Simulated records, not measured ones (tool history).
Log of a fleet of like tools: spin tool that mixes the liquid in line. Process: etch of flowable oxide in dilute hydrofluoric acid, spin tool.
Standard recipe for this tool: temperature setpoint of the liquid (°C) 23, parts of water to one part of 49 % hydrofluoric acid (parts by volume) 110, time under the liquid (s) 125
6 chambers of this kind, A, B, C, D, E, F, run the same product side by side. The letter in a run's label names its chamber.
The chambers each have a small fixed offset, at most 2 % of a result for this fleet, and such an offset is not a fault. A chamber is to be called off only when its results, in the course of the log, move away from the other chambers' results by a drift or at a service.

run   hour  temperature setpoint of the liquid (°C)  parts of water to one part of 49 % hydrofluoric acid (parts by volume)  time under the liquid (s)  read-back film thickness of the flowable oxide reference wafer, read on the same gauge (nm)  thickness taken off the flowable oxide on a monitor wafer (Å)
 1B   14.2                                       23                                                                     110                        125                                                                                       150.04                                                         533.73
      19.0  -- chamber E: hydrofluoric acid flow meter replaced
 2F   26.2                                       23                                                                     110                        125                                                                                       149.97                                                         534.39
      28.5  -- chamber A: thermometer replaced
 3C   34.9                                       23                                                                     110                        125                                                                                       150.03                                                         544.30
 4A   41.8                                       23                                                                     110                        125                                                                                       149.94                                                         529.76
 5D   48.0                                       23                                                                     110                        125                                                                                       150.07                                                         529.95
 6E   54.9                                       23                                                                     110                        125                                                                                       149.94                                                         542.68
 7C   62.7                                       23                                                                     110                        125                                                                                       150.04                                                         536.36
 8B   70.7                                       23                                                                     110                        125                                                                                       150.05                                                         527.00
 9D   80.9                                       23                                                                     110                        125                                                                                       149.98                                                         538.65
10F   90.3                                       23                                                                     110                        125                                                                                       149.98                                                         535.27
11A   97.5                                       23                                                                     110                        125                                                                                       150.03                                                         545.37
12E  106.6                                       23                                                                     110                        125                                                                                       149.94                                                         533.80
13D  117.1                                       23                                                                     110                        125                                                                                       149.97                                                         526.48
14E  129.2                                       23                                                                     110                        125                                                                                       149.97                                                         541.07
15C  141.7                                       23                                                                     110                        125                                                                                       150.04                                                         553.95
16F  154.9                                       23                                                                     110                        125                                                                                       149.96                                                         535.70
17A  164.3                                       23                                                                     110                        125                                                                                       149.99                                                         541.67
18B  178.4                                       23                                                                     110                        125                                                                                       150.04                                                         523.59
19B  189.1                                       23                                                                     110                        125                                                                                       149.99                                                         531.11
20F  200.2                                       23                                                                     110                        125                                                                                       149.99                                                         525.66
21E  208.0                                       23                                                                     110                        125                                                                                       150.05                                                         532.48
22D  221.3                                       23                                                                     110                        125                                                                                       150.00                                                         543.53
23C  234.8                                       23                                                                     110                        125                                                                                       150.00                                                         537.57
24A  243.8                                       23                                                                     110                        125                                                                                       150.03                                                         533.90
25C  253.4                                       19                                                                      90                        125                                                                                       150.01                                                         584.97
26D  262.4                                       19                                                                      90                        125                                                                                       150.01                                                         574.21
27A  269.5                                       19                                                                      90                        125                                                                                       149.96                                                         572.41
28E  278.6                                       19                                                                      90                        125                                                                                       149.97                                                         566.33
29F  288.9                                       19                                                                      90                        125                                                                                       149.98                                                         561.49
30B  297.3                                       19                                                                      90                        125                                                                                       149.98                                                         569.36
31F  310.1                                       23                                                                     110                        125                                                                                       149.96                                                         537.20
32B  317.8                                       23                                                                     110                        125                                                                                       149.99                                                         537.25
33E  329.7                                       23                                                                     110                        125                                                                                       149.99                                                         537.22
34A  343.4                                       23                                                                     110                        125                                                                                       150.00                                                         537.77
35C  353.4                                       23                                                                     110                        125                                                                                       149.97                                                         530.62
36D  367.3                                       23                                                                     110                        125                                                                                       150.00                                                         576.43
37F  381.3                                       23                                                                     165                         85                                                                                       150.04                                                         224.38
38D  390.1                                       23                                                                     165                         85                                                                                       149.98                                                         245.93
39C  404.0                                       23                                                                     165                         85                                                                                       150.00                                                         230.95
40B  415.4                                       23                                                                     165                         85                                                                                       150.02                                                         226.11
41E  426.3                                       23                                                                     165                         85                                                                                       149.99                                                         229.73
42A  440.7                                       23                                                                     165                         85                                                                                       149.97                                                         231.76
43E  454.5                                       23                                                                     110                        125                                                                                       149.98                                                         533.94
44D  464.1                                       23                                                                     110                        125                                                                                       150.01                                                         582.94

Is one chamber off against the others, does the gauge drift, or is nothing wrong? If a chamber is off, say which, and what the likeliest cause is.

Little by little, chamber D moves away from the other chambers.
Likeliest cause: hydrofluoric acid flow above the setpoint (%) = 8.91.
The log may not separate it from: liquid hotter than its thermometer reads (K).

Chamber D could run next with any of the 4 candidate recipes listed below; each alters the usual settings, and their results appear as question marks. Which one brings its results back in line with what the other chambers deliver on the usual settings?
In-line tolerance around the mean of the other chambers on the usual settings: thickness taken off the flowable oxide on a monitor wafer (Å) 18.00
45D-1  474.5                                       23                                                                     120                        125                                                                                                                                                           ?
45D-2  474.5                                       23                                                                     110                        145                                                                                                                                                           ?
45D-3  474.5                                       23                                                                     125                        125                                                                                                                                                           ?
45D-4  474.5                                       23                                                                     105                        130                                                                                                                                                           ?

What the other chambers average on the usual settings: thickness taken off the flowable oxide on a monitor wafer (Å) 535.78
  run  thickness taken off the flowable oxide on a monitor wafer (Å)
45D-1                                                         530.17
45D-2                                                         677.46
45D-3                                                         506.52
45D-4                                                         639.43
45D-1 brings the chamber back in line.
